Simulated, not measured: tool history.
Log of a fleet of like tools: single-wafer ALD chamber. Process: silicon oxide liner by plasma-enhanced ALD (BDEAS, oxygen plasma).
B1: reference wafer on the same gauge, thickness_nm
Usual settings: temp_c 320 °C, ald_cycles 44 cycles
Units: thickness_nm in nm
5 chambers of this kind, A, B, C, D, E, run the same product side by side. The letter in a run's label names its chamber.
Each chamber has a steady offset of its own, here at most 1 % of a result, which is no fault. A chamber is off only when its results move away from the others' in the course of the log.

{"run": "1C", "hour": 4.4, "temp_c": 320, "ald_cycles": 44, "B1": 4.2595, "thickness_nm": 4.0127}
{"run": "2B", "hour": 11.7, "temp_c": 320, "ald_cycles": 44, "B1": 4.2652, "thickness_nm": 4.0186}
{"run": "3A", "hour": 16.1, "temp_c": 320, "ald_cycles": 44, "B1": 4.2564, "thickness_nm": 3.9837}
{"run": "4D", "hour": 20.8, "temp_c": 320, "ald_cycles": 44, "B1": 4.2638, "thickness_nm": 3.984}
{"run": "5E", "hour": 25.0, "temp_c": 320, "ald_cycles": 44, "B1": 4.2606, "thickness_nm": 4.0295}
{"run": "6A", "hour": 30.4, "temp_c": 320, "ald_cycles": 44, "B1": 4.2594, "thickness_nm": 4.0284}
{"run": "7C", "hour": 33.9, "temp_c": 320, "ald_cycles": 44, "B1": 4.255, "thickness_nm": 4.0004}
{"run": "8B", "hour": 38.6, "temp_c": 320, "ald_cycles": 44, "B1": 4.2656, "thickness_nm": 3.9736}
{"run": "9E", "hour": 43.8, "temp_c": 320, "ald_cycles": 44, "B1": 4.2649, "thickness_nm": 4.0018}
{"run": "10D", "hour": 47.4, "temp_c": 314, "ald_cycles": 44, "B1": 4.2586, "thickness_nm": 4.0316}
{"run": "11E", "hour": 53.8, "temp_c": 314, "ald_cycles": 44, "B1": 4.2617, "thickness_nm": 4.0587}
{"run": "12A", "hour": 58.1, "temp_c": 314, "ald_cycles": 44, "B1": 4.2602, "thickness_nm": 4.0344}
{"run": "13C", "hour": 64.6, "temp_c": 314, "ald_cycles": 44, "B1": 4.2649, "thickness_nm": 4.0482}
{"run": "14D", "hour": 71.4, "temp_c": 314, "ald_cycles": 44, "B1": 4.2574, "thickness_nm": 3.9958}
{"run": "15B", "hour": 74.7, "temp_c": 320, "ald_cycles": 44, "B1": 4.2559, "thickness_nm": 3.9652}
{"run": "16D", "hour": 81.2, "temp_c": 320, "ald_cycles": 44, "B1": 4.254, "thickness_nm": 3.9812}
{"run": "17C", "hour": 87.6, "temp_c": 320, "ald_cycles": 44, "B1": 4.2582, "thickness_nm": 3.9899}
{"run": "18E", "hour": 93.2, "temp_c": 320, "ald_cycles": 44, "B1": 4.2608, "thickness_nm": 3.9799}
{"run": "19A", "hour": 96.6, "temp_c": 320, "ald_cycles": 44, "B1": 4.2602, "thickness_nm": 4.0095}
{"run": "20B", "hour": 100.9, "temp_c": 320, "ald_cycles": 44, "B1": 4.2627, "thickness_nm": 4.0004}
{"run": "21E", "hour": 104.8, "temp_c": 320, "ald_cycles": 44, "B1": 4.2583, "thickness_nm": 3.9627}
{"run": "22A", "hour": 110.8, "temp_c": 320, "ald_cycles": 44, "B1": 4.2568, "thickness_nm": 4.0069}
{"run": "23D", "hour": 116.9, "temp_c": 320, "ald_cycles": 44, "B1": 4.2642, "thickness_nm": 3.9529}
{"run": "24B", "hour": 122.6, "temp_c": 320, "ald_cycles": 44, "B1": 4.263, "thickness_nm": 3.9915}
{"run": "25C", "hour": 128.1, "temp_c": 320, "ald_cycles": 44, "B1": 4.2625, "thickness_nm": 3.9536}
{"run": "26A", "hour": 133.1, "temp_c": 320, "ald_cycles": 44, "B1": 4.2564, "thickness_nm": 4.0366}
{"hour": 139.0, "done": "chamber C: thermocouple changed; heater temperature recalibrated"}
{"run": "27B", "hour": 139.0, "temp_c": 320, "ald_cycles": 44, "B1": 4.2625, "thickness_nm": 4.0271}
{"run": "28E", "hour": 144.9, "temp_c": 320, "ald_cycles": 44, "B1": 4.2636, "thickness_nm": 4.0137}
{"run": "29C", "hour": 151.6, "temp_c": 320, "ald_cycles": 44, "B1": 4.2571, "thickness_nm": 3.9905}
{"run": "30D", "hour": 156.7, "temp_c": 320, "ald_cycles": 44, "B1": 4.257, "thickness_nm": 4.0137}

What goes on in this fleet: one chamber off, a drifting gauge, or nothing beyond the chambers' own small offsets? Name the chamber and the cause, if any.

No chamber stands off beyond its own small offset, and the gauge holds steady.
